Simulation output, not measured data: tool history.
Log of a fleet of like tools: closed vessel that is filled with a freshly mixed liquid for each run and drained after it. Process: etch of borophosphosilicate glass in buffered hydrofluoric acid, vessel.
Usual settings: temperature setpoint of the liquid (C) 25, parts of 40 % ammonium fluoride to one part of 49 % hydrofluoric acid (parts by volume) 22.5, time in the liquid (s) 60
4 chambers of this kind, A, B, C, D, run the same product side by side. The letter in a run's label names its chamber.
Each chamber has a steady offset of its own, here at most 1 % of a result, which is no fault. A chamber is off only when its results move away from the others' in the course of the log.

run	hour	temperature setpoint of the liquid (C)	parts of 40 % ammonium fluoride to one part of 49 % hydrofluoric acid (parts by volume)	time in the liquid (s)	read-back film thickness of the borophosphosilicate glass reference wafer, read on the same gauge (nm)	thickness taken off the borophosphosilicate glass on a monitor wafer (Å)
1D	9	25	22.5	60	150.06	655.03
2C	22	25	22.5	60	150.01	649.2
3B	34.8	25	22.5	60	150.01	658.13
4A	42.3	25	22.5	60	150.01	652.77
# hour 54.8: chamber C: thermometer replaced
5B	56.7	25	22.5	60	149.96	657.74
6D	67.4	25	22.5	60	150.01	648.35
7A	80.7	25	22.5	60	149.99	663.81
8C	91.7	25	22.5	60	150	648.96
9D	105.2	25	22.5	60	149.97	649.69
10B	114.4	25	22.5	60	149.98	653.95
11A	126.8	25	28.5	60	150.02	563.28
12C	140.9	25	28.5	60	150.01	549.42
# hour 148.6: chamber B: hydrofluoric acid flow meter replaced
13A	151.3	25	28.5	60	150.01	566.51
14D	165.3	25	28.5	60	149.99	543.69
15C	178.6	25	22.5	60	149.96	643.83
16B	189.3	25	22.5	60	149.98	654.37
17B	202.2	25	22.5	60	150.01	651.94
18C	215.2	21	28.5	60	149.98	438.08
19D	225.2	21	28.5	60	150	442.41
20A	236.7	21	28.5	60	150.03	456.46
21A	246.2	21	28.5	60	150.03	463.06
22B	260.1	25	22.5	60	149.99	657.36
23D	268.6	25	22.5	60	150	654.22
24C	277.2	23	22.5	35	149.97	341.02
25D	284.3	23	22.5	35	149.99	344.99
26C	297.2	23	22.5	35	149.98	337.74
27B	306	23	22.5	35	150.04	338.48
28A	313.3	25	22.5	60	150.03	691.75

Is one chamber off against the others, does the gauge drift, or is nothing wrong? If a chamber is off, say which, and what the likeliest cause is.

Chamber A drifts away from the others.
Cause: liquid hotter than its thermometer reads (K) = 1.1.
The log may not tell that from: hydrofluoric acid flow above the setpoint (%).

Here are 4 candidates for chamber A's next run, each the usual settings with a change, their results left as question marks. Which one brings its results back in line with what the others give on the usual settings?
In line means no further than this from the other chambers' mean on the usual settings: thickness taken off the borophosphosilicate glass on a monitor wafer (Å) 21
29A-1	324.1	24.5	23	55		?
29A-2	324.1	25.5	22	65		?
29A-3	324.1	24	22.5	60		?
29A-4	324.1	25.5	21.5	60		?

The other chambers' mean on the usual settings: thickness taken off the borophosphosilicate glass on a monitor wafer (Å) 648.28
run	thickness taken off the borophosphosilicate glass on a monitor wafer (Å)
29A-1	609.98
29A-2	784.88
29A-3	657.72
29A-4	736.19
29A-3 brings the chamber back in line.
